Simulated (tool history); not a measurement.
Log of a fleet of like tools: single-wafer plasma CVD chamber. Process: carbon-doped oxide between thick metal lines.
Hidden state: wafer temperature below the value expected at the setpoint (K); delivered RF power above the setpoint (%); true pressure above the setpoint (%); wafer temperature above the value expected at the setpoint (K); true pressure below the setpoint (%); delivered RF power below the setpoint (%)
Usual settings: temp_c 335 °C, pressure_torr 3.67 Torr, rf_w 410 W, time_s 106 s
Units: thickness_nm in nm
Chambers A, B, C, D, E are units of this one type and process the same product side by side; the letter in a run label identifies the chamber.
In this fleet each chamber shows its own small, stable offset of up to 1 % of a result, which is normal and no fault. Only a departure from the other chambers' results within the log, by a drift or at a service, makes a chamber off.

run	hour	temp_c	pressure_torr	rf_w	time_s	hours since the last thermocouple change	hours since the last RF generator calibration	hours since the last manometer calibration	read-back reference wafer on the same gauge, thickness_nm	thickness_nm
1B	5.4	335	3.67	410	106	777.2	502.8	795.5	386.85	464.07
2D	12.3	335	3.67	410	106	1485.2	321.6	107.7	386.93	459.74
3A	19.7	335	3.67	410	106	794.7	56.5	1651.9	387.12	467.32
4E	25.3	335	3.67	410	106	1278.9	981.2	1258.1	387.15	469.45
5C	32	335	3.67	410	106	1391.7	1044	481.2	386.71	467.16
6C	40.5	335	3.67	335	106	1400.2	1052.5	489.7	386.67	401.55
7B	48.7	335	3.67	335	106	820.5	546.1	838.8	386.8	400.44
8A	57.3	335	3.67	335	106	832.3	94.1	1689.5	386.99	397.83
9D	65.1	335	3.67	335	106	1538	374.4	160.5	387.08	393.52
10E	69.9	335	3.67	335	106	1323.5	1025.8	1302.7	386.78	405.01
11D	74.9	335	3.67	410	106	1547.8	384.2	170.3	386.72	460.11
12A	79.5	335	3.67	410	106	854.5	116.3	1711.7	387.01	467.72
13B	87.1	335	3.67	410	106	858.9	584.5	877.2	386.9	465.29
14E	92.2	335	3.67	410	106	1345.8	1048.1	1325	387.36	472.13
# hour 94: chamber A: thermocouple changed; heater temperature recalibrated
15C	96.7	335	3.67	410	106	1456.4	1108.7	545.9	387.47	464.94
16A	102	335	3.67	410	106	8	138.8	1734.2	387.31	465.11
17B	106.3	335	3.67	410	106	878.1	603.7	896.4	387	462.01
18C	111.1	335	3.67	410	106	1470.8	1123.1	560.3	387.18	468.1
19E	119	335	3.67	410	106	1372.6	1074.9	1351.8	387.03	467.08
20D	123.5	335	3.67	410	106	1596.4	432.8	218.9	387.24	457.98
21E	131.9	335	3.67	410	106	1385.5	1087.8	1364.7	386.94	460.61
22A	136.3	335	2.81	410	106	42.3	173.1	1768.5	387.21	454.57
23B	142.2	335	2.81	410	106	914	639.6	932.3	386.87	450.6
24D	149.1	335	2.81	410	106	1622	458.4	244.5	386.76	446.47
25C	154	335	2.81	410	106	1513.7	1166	603.2	387.1	453.73
26A	158.9	335	2.81	410	106	64.9	195.7	1791.1	387.02	452.03
# hour 159.6: chamber B: thermocouple changed; heater temperature recalibrated
# hour 163.2: chamber A: capacitance manometer re-zeroed and calibrated
27D	163.8	335	3.67	410	106	1636.7	473.1	259.2	387.14	460.73
28B	172.4	335	3.67	410	106	12.9	669.8	962.5	387.12	463.89
29C	179.7	335	3.67	410	106	1539.4	1191.7	628.9	387.53	468.46
30E	185.7	335	3.67	410	106	1439.3	1141.6	1418.5	387.07	454.56
31A	193.6	335	3.67	410	106	99.6	230.4	30.4	387.21	468.64
32B	198.5	345	3.67	410	118	39	695.9	988.6	387.15	506.12
33E	202.4	345	3.67	410	118	1456	1158.3	1435.2	387.27	486.62
34D	210.6	345	3.67	410	118	1683.5	519.9	306	386.43	502.58
35C	216.3	345	3.67	410	118	1576	1228.3	665.5	387.19	508.91
36B	220.9	345	3.67	410	118	61.4	718.3	1011	386.93	502.77
37E	227.5	335	3.67	410	106	1481.1	1183.4	1460.3	386.83	441.33
38D	235	335	3.67	365	106	1707.9	544.3	330.4	387.26	425.71

Which is it: a chamber that has drifted or been left off by a service, a gauge drift common to all chambers, or only each chamber's usual small offset? If a chamber is off, name it and its likeliest cause.

One chamber, E, drifts off from the rest bit by bit.
What lies behind it: delivered RF power below the setpoint (%) = 7.71.

Which of the 4 candidates below, each the usual settings with something changed and its results left as question marks, puts chamber E back in line with what the other chambers give on the usual settings?
In line means no further than this from the other chambers' mean on the usual settings: thickness_nm 6.9 nm
39E-1	241.3	335	3.68	415	108					?
39E-2	241.3	352	3.67	410	106					?
39E-3	241.3	336	3.67	400	106					?
39E-4	241.3	334	3.71	410	111					?

Usual-settings mean across the other chambers: thickness_nm 465.36 nm
run	thickness_nm
39E-1	455.57
39E-2	422.93
39E-3	433.33
39E-4	465.69
39E-4 puts the chamber back in line with the other chambers.
